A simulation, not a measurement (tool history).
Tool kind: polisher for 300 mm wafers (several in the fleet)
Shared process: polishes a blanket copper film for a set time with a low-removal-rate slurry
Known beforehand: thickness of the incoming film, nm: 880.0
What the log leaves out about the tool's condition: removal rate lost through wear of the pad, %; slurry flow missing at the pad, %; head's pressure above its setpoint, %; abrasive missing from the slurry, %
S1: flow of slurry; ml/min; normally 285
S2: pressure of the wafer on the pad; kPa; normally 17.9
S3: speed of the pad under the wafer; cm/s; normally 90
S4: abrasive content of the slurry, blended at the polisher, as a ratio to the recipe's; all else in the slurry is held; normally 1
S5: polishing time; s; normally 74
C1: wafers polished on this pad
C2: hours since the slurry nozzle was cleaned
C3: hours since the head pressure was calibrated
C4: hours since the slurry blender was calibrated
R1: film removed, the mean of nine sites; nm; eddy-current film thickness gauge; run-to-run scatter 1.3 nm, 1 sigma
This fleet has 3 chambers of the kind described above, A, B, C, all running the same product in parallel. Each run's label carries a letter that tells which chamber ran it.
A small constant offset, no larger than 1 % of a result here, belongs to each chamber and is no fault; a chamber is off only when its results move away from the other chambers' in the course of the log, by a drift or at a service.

run 1C hour=5.7 | S1=285 S2=17.9 S3=90 S4=1 S5=74 | C1=913 C2=155 C3=704.8 C4=220.7 | R1=163.24
-- hour=9 chamber C: worn pad replaced by a new one
run 2B hour=9.2 | S1=285 S2=17.9 S3=90 S4=1 S5=74 | C1=559 C2=57.6 C3=452.3 C4=31.6 | R1=161.81
run 3A hour=12.7 | S1=285 S2=17.9 S3=90 S4=1 S5=74 | C1=678 C2=567.3 C3=168.3 C4=107.3 | R1=163.16
-- hour=19.3 chamber B: worn pad replaced by a new one
run 4A hour=19.3 | S1=285 S2=17.9 S3=90 S4=1 S5=74 | C1=742 C2=573.9 C3=174.9 C4=113.9 | R1=166.36
-- hour=20.2 chamber A: worn pad replaced by a new one
run 5B hour=22.4 | S1=285 S2=17.9 S3=90 S4=1 S5=74 | C1=30 C2=70.8 C3=465.5 C4=44.8 | R1=162.28
run 6C hour=26.6 | S1=285 S2=17.9 S3=90 S4=1 S5=74 | C1=171 C2=175.9 C3=725.7 C4=241.6 | R1=165.52
run 7B hour=30.5 | S1=285 S2=17.9 S3=90 S4=1 S5=74 | C1=109 C2=78.9 C3=473.6 C4=52.9 | R1=164.62
run 8A hour=35.6 | S1=285 S2=17.9 S3=90 S4=1 S5=74 | C1=150 C2=590.2 C3=191.2 C4=130.2 | R1=164.22
run 9C hour=41.6 | S1=285 S2=17.9 S3=90 S4=1 S5=74 | C1=318 C2=190.9 C3=740.7 C4=256.6 | R1=164.35
run 10B hour=46.3 | S1=285 S2=17.9 S3=90 S4=1 S5=74 | C1=263 C2=94.7 C3=489.4 C4=68.7 | R1=161.59
run 11A hour=52.6 | S1=285 S2=17.9 S3=90 S4=1 S5=74 | C1=316 C2=607.2 C3=208.2 C4=147.2 | R1=163.02
run 12C hour=58.2 | S1=285 S2=17.9 S3=90 S4=1 S5=74 | C1=480 C2=207.5 C3=757.3 C4=273.2 | R1=162.31
run 13C hour=61.9 | S1=285 S2=17.9 S3=90 S4=1 S5=74 | C1=516 C2=211.2 C3=761 C4=276.9 | R1=163.86
run 14B hour=67 | S1=285 S2=17.9 S3=90 S4=1 S5=74 | C1=465 C2=115.4 C3=510.1 C4=89.4 | R1=162.62
run 15A hour=73.5 | S1=285 S2=22.8 S3=90 S4=1 S5=74 | C1=520 C2=628.1 C3=229.1 C4=168.1 | R1=207.62
run 16B hour=78 | S1=285 S2=22.8 S3=90 S4=1 S5=74 | C1=573 C2=126.4 C3=521.1 C4=100.4 | R1=206.92
run 17C hour=80.8 | S1=285 S2=22.8 S3=90 S4=1 S5=74 | C1=700 C2=230.1 C3=779.9 C4=295.8 | R1=206.68
run 18A hour=85 | S1=285 S2=17.9 S3=90 S4=1 S5=74 | C1=632 C2=639.6 C3=240.6 C4=179.6 | R1=164.06
-- hour=88.1 chamber B: worn pad replaced by a new one
-- hour=88.8 chamber A: worn pad replaced by a new one
run 19A hour=91.5 | S1=285 S2=17.9 S3=90 S4=1 S5=74 | C1=26 C2=646.1 C3=247.1 C4=186.1 | R1=165.59
run 20B hour=95.2 | S1=285 S2=17.9 S3=90 S4=0.8 S5=74 | C1=69 C2=143.6 C3=538.3 C4=117.6 | R1=154.57
run 21C hour=98.1 | S1=285 S2=17.9 S3=90 S4=0.8 S5=74 | C1=869 C2=247.4 C3=797.2 C4=313.1 | R1=155.49
-- hour=102.3 chamber C: worn pad replaced by a new one
run 22C hour=102.3 | S1=285 S2=17.9 S3=90 S4=0.8 S5=74 | C1=0 C2=251.6 C3=801.4 C4=317.3 | R1=155.8
run 23B hour=107.5 | S1=285 S2=17.9 S3=90 S4=1 S5=74 | C1=189 C2=155.9 C3=550.6 C4=129.9 | R1=162.92
run 24A hour=113.7 | S1=285 S2=17.9 S3=90 S4=1 S5=74 | C1=243 C2=668.3 C3=269.3 C4=208.3 | R1=165.15
run 25A hour=116.8 | S1=285 S2=17.9 S3=90 S4=1 S5=74 | C1=273 C2=671.4 C3=272.4 C4=211.4 | R1=163.39
run 26B hour=121.5 | S1=285 S2=17.9 S3=90 S4=1 S5=74 | C1=326 C2=169.9 C3=564.6 C4=143.9 | R1=162.45
run 27C hour=125.9 | S1=285 S2=17.9 S3=90 S4=1 S5=74 | C1=230 C2=275.2 C3=825 C4=340.9 | R1=164.57
run 28A hour=130.4 | S1=285 S2=15.2 S3=90 S4=1.15 S5=74 | C1=406 C2=685 C3=286 C4=225 | R1=143.35
run 29C hour=135.6 | S1=285 S2=15.2 S3=90 S4=1.15 S5=74 | C1=324 C2=284.9 C3=834.7 C4=350.6 | R1=141.53
run 30B hour=140.5 | S1=285 S2=15.2 S3=90 S4=1.15 S5=74 | C1=511 C2=188.9 C3=583.6 C4=162.9 | R1=140.43
run 31B hour=145.2 | S1=285 S2=17.9 S3=90 S4=1 S5=74 | C1=557 C2=193.6 C3=588.3 C4=167.6 | R1=162.95
run 32C hour=149.4 | S1=285 S2=17.9 S3=90 S4=1 S5=74 | C1=459 C2=298.7 C3=848.5 C4=364.4 | R1=162.79
run 33A hour=153.2 | S1=285 S2=17.9 S3=90 S4=1 S5=74 | C1=628 C2=707.8 C3=308.8 C4=247.8 | R1=163.73
-- hour=154.9 chamber B: worn pad replaced by a new one
run 34C hour=158 | S1=285 S2=17.9 S3=90 S4=1 S5=74 | C1=543 C2=307.3 C3=857.1 C4=373 | R1=164.38
run 35B hour=162.9 | S1=285 S2=17.9 S3=90 S4=0.8 S5=74 | C1=78 C2=211.3 C3=606 C4=185.3 | R1=155.65

One chamber off, gauge drift, or nothing amiss beyond the chambers' own small offsets? If it is a chamber, which one, and what is the likeliest cause?

Neither any chamber nor the gauge drifts; the chambers differ only by their own small, steady offsets.
